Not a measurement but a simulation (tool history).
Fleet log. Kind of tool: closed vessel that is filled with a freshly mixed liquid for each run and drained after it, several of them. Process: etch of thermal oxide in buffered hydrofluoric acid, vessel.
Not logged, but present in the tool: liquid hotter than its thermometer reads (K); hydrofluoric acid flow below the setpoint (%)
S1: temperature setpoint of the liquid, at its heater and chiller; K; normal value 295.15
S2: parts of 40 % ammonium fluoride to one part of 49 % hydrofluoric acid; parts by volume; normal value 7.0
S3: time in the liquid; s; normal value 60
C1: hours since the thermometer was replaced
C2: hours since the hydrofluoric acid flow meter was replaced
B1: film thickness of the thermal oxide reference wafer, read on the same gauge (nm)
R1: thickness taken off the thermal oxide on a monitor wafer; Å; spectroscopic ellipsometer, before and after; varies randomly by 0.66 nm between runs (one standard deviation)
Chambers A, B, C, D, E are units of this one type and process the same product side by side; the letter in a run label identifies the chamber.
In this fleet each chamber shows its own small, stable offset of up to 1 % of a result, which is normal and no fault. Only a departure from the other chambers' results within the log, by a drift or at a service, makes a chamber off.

run,day,S1,S2,S3,C1,C2,B1,R1
1E,0.158,295.15,7.0,60,720.7,775.9,29.988,843.64
2C,0.300,295.15,7.0,60,1116.4,104.2,30.034,850.29
3D,0.438,295.15,7.0,60,671.1,233.2,30.013,852.20
4A,0.562,295.15,7.0,60,2188.3,668.5,29.988,855.57
5B,0.708,295.15,9.5,60,561.4,501.7,29.982,627.34
6A,0.888,295.15,9.5,60,2196.1,676.3,30.031,633.02
7E,1.017,295.15,9.5,60,741.3,796.5,29.989,631.45
8C,1.121,295.15,9.5,60,1136.1,123.9,30.044,632.05
9B,1.262,295.15,9.5,60,574.7,515.0,30.033,625.39
10D,1.446,297.65,5.0,60,695.3,257.4,30.013,1294.70
11B,1.575,297.65,5.0,60,582.2,522.5,30.002,1311.80
12E,1.754,297.65,5.0,60,759.0,814.2,30.024,1303.10
13A,1.912,297.65,5.0,60,2220.7,700.9,29.994,1307.00
14C,2.096,297.65,5.0,60,1159.5,147.3,29.985,1326.30
15D,2.229,295.15,7.0,60,714.1,276.2,29.989,832.14
16E,2.321,295.15,7.0,60,772.6,827.8,30.025,850.04
17A,2.421,295.15,7.0,60,2232.9,713.1,30.006,849.23
18D,2.512,295.15,7.0,60,720.9,283.0,30.041,858.96
19B,2.608,295.15,5.0,60,607.0,547.3,29.993,1137.60
20C,2.775,295.15,5.0,60,1175.8,163.6,30.010,1175.90
21D,2.904,295.15,5.0,60,730.3,292.4,29.990,1123.20
22E,3.067,295.15,5.0,60,790.5,845.7,29.992,1151.70
23B,3.212,295.15,5.0,60,621.5,561.8,29.991,1123.20
24C,3.342,295.15,7.0,60,1189.4,177.2,30.024,903.52
25A,3.425,295.15,7.0,60,2257.0,737.2,29.996,847.05
26D,3.604,295.15,7.0,60,747.1,309.2,30.008,846.49
27C,3.758,295.15,7.0,60,1199.4,187.2,30.001,917.84
28E,3.879,295.15,7.0,60,810.0,865.2,30.038,844.13
29A,4.050,295.15,7.0,60,2272.0,752.2,30.037,859.30
30B,4.204,295.15,7.0,60,645.3,585.6,30.005,850.57
# day 4.229: chamber A: thermometer replaced
31A,4.375,295.15,7.0,60,3.5,760.0,30.003,850.45
32E,4.542,295.15,7.0,60,825.9,881.1,30.021,852.42
33D,4.725,295.15,7.0,60,774.0,336.1,29.999,845.30
34C,4.896,295.15,7.0,60,1226.7,214.5,29.989,936.81
35B,4.979,295.15,7.0,60,663.9,604.2,30.000,852.35

Predict what each chamber gives when all 5 of them run the settings below next.
36A,5.112,298.65,7.0,60,,,,?
36B,5.112,298.65,7.0,60,,,,?
36C,5.112,298.65,7.0,60,,,,?
36D,5.112,298.65,7.0,60,,,,?
36E,5.112,298.65,7.0,60,,,,?

run,R1
36A,1029.70
36B,1036.10
36C,1142.30
36D,1010.70
36E,1026.30
